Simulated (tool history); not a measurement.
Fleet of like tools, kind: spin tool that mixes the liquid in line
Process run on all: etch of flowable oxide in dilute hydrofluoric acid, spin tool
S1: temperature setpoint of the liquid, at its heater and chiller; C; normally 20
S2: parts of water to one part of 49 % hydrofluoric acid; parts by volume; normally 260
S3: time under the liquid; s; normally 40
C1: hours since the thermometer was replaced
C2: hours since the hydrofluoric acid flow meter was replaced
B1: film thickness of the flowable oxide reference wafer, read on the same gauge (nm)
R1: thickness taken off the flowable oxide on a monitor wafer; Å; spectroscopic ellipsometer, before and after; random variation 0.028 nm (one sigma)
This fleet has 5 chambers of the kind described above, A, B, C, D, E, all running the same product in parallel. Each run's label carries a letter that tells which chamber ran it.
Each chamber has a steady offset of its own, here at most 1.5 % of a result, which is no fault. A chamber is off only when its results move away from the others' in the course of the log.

run	hour	S1	S2	S3	C1	C2	B1	R1
1D	7.6	20	260	40	633.3	185.3	120	38.851
2B	16.2	20	260	40	494.9	623	120	38.148
3E	24.2	20	260	40	1311.3	460.1	119.99	38.402
4A	31.3	20	260	40	745.2	721.5	120.01	37.882
5C	38.9	17.5	260	50	126.6	801.3	120	43.13
6B	52.4	17.5	260	50	531.1	659.2	120	43.456
7C	61	17.5	260	50	148.7	823.4	120.02	43.116
8A	74.9	17.5	260	50	788.8	765.1	120.01	43.276
9D	90.5	17.5	260	50	716.2	268.2	120.02	44.159
10E	103.4	20	260	40	1390.5	539.3	119.99	38.541
11A	114.9	20	260	40	828.8	805.1	120.01	38.706
12B	128.2	20	260	40	606.9	735	120	38.027
13C	139	20	260	40	226.7	901.4	120	37.981
14D	153.2	20	260	40	778.9	330.9	120.02	38.536
15E	163.3	20	170	40	1450.4	599.2	120	64.053
16A	170.6	20	170	40	884.5	860.8	120.01	65.914
17B	179	20	170	40	657.7	785.8	120	64.226
18E	193.1	20	170	40	1480.2	629	119.98	64.324
19C	200.1	20	170	40	287.8	962.5	119.99	63.747
20D	207	20	260	40	832.7	384.7	119.99	38.643
21D	216.7	20	260	40	842.4	394.4	119.98	38.388
22E	225.7	20	260	40	1512.8	661.6	120.02	38.254
23C	235.2	20	260	40	322.9	997.6	120	38.336
24A	242.9	20	260	40	956.8	933.1	120.01	40.422
25B	250.1	20	260	40	728.8	856.9	119.99	38.584
26E	260.6	20	260	15	1547.7	696.5	120.01	14.12
27B	268.3	20	260	15	747	875.1	119.99	14.361
28D	281.2	20	260	15	906.9	458.9	120.01	14.438
29A	296.2	20	260	15	1010.1	986.4	120	15.234
30C	308.4	20	260	15	396.1	1070.8	120.01	14.162
# hour 316: chamber D: thermometer replaced
31A	323.4	17	345	40	1037.3	1013.6	120	25.252
32C	332.6	17	345	40	420.3	1095	119.99	23.73
33D	347.8	17	345	40	31.9	525.5	120.01	23.802
34B	357.7	17	345	40	836.4	964.5	119.99	23.671

Next, every chamber runs the same settings. What will each give?
35A	369.1	20	315	40				?
35B	369.1	20	315	40				?
35C	369.1	20	315	40				?
35D	369.1	20	315	40				?
35E	369.1	20	315	40				?

run	R1
35A	32.082
35B	30.309
35C	29.838
35D	30.562
35E	30.272

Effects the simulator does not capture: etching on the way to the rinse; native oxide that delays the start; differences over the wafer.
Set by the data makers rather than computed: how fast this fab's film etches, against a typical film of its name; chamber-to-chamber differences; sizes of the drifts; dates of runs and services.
